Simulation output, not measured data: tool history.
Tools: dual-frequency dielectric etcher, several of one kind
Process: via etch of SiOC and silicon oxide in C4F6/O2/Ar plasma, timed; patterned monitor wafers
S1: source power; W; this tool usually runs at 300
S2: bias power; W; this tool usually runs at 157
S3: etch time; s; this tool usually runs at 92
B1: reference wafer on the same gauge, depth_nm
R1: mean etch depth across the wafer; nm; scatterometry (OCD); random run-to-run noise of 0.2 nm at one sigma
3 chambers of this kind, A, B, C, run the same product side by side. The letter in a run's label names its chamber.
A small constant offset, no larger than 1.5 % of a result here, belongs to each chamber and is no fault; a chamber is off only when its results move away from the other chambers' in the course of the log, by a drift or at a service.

run	day	S1	S2	S3	B1	R1
1A	0.5	300	157	92	97.218	88.19
2C	0.929	300	157	92	97.22	87.815
3B	1.338	300	157	92	97.13	89.29
4C	1.896	300	157	92	97.198	87.663
5B	2.454	300	157	92	97.17	88.988
6A	3	300	157	92	97.202	88.405
7C	3.462	300	157	92	97.264	87.648
8A	4	300	157	92	97.183	88.449
9B	4.462	300	157	92	97.196	88.836
10B	4.85	300	157	92	97.199	89.136
11A	5.454	300	157	92	97.192	88.539
# day 5.621: chamber B: wet clean of the chamber
# day 5.783: chamber B: source power generator calibrated
12C	5.992	300	157	92	97.199	87.867
13A	6.396	300	138	113.5	97.213	104.12
14C	6.817	300	138	113.5	97.209	104.27
15B	7.225	300	138	113.5	97.228	106.79
# day 7.417: chamber C: wet clean of the chamber
16B	7.562	300	157	92	97.194	90.388
17C	7.971	300	171	103	97.182	100.93
18A	8.404	300	171	103	97.208	101.7
19A	8.738	300	171	103	97.231	101.71
20B	9.183	300	134	92	97.158	86.128
21C	9.712	300	134	92	97.173	83.592
22B	10.129	300	134	92	97.204	86.144
23C	10.704	300	157	92	97.187	87.637
24A	11.058	300	157	92	97.222	88.041
25A	11.592	300	157	92	97.194	88.287

What goes on in this fleet: one chamber off, a drifting gauge, or nothing beyond the chambers' own small offsets? Name the chamber and the cause, if any.

The work done on chamber B during a service left it standing apart from the others.
Most likely cause: source power that arrives over what is set, % = 3.01.
The log may not tell that from: etch rate over this chamber's usual, %.

Which of the 4 candidates below, each the usual settings with something changed and its results left as question marks, puts chamber B back in line with what the other chambers give on the usual settings?
To be in line, a result may differ from the other chambers' mean on the usual settings by at most: R1 0.7 nm
26B-1	12.05	300	157	94.5		?
26B-2	12.05	300	156	88.5		?
26B-3	12.05	290	152	92		?
26B-4	12.05	300	157	96		?

What the other chambers average on the usual settings: R1 88.085 nm
run	R1
26B-1	92.766
26B-2	86.702
26B-3	88.215
26B-4	94.239
The right change is 26B-3: it brings the chamber back within the allowed miss of the others.
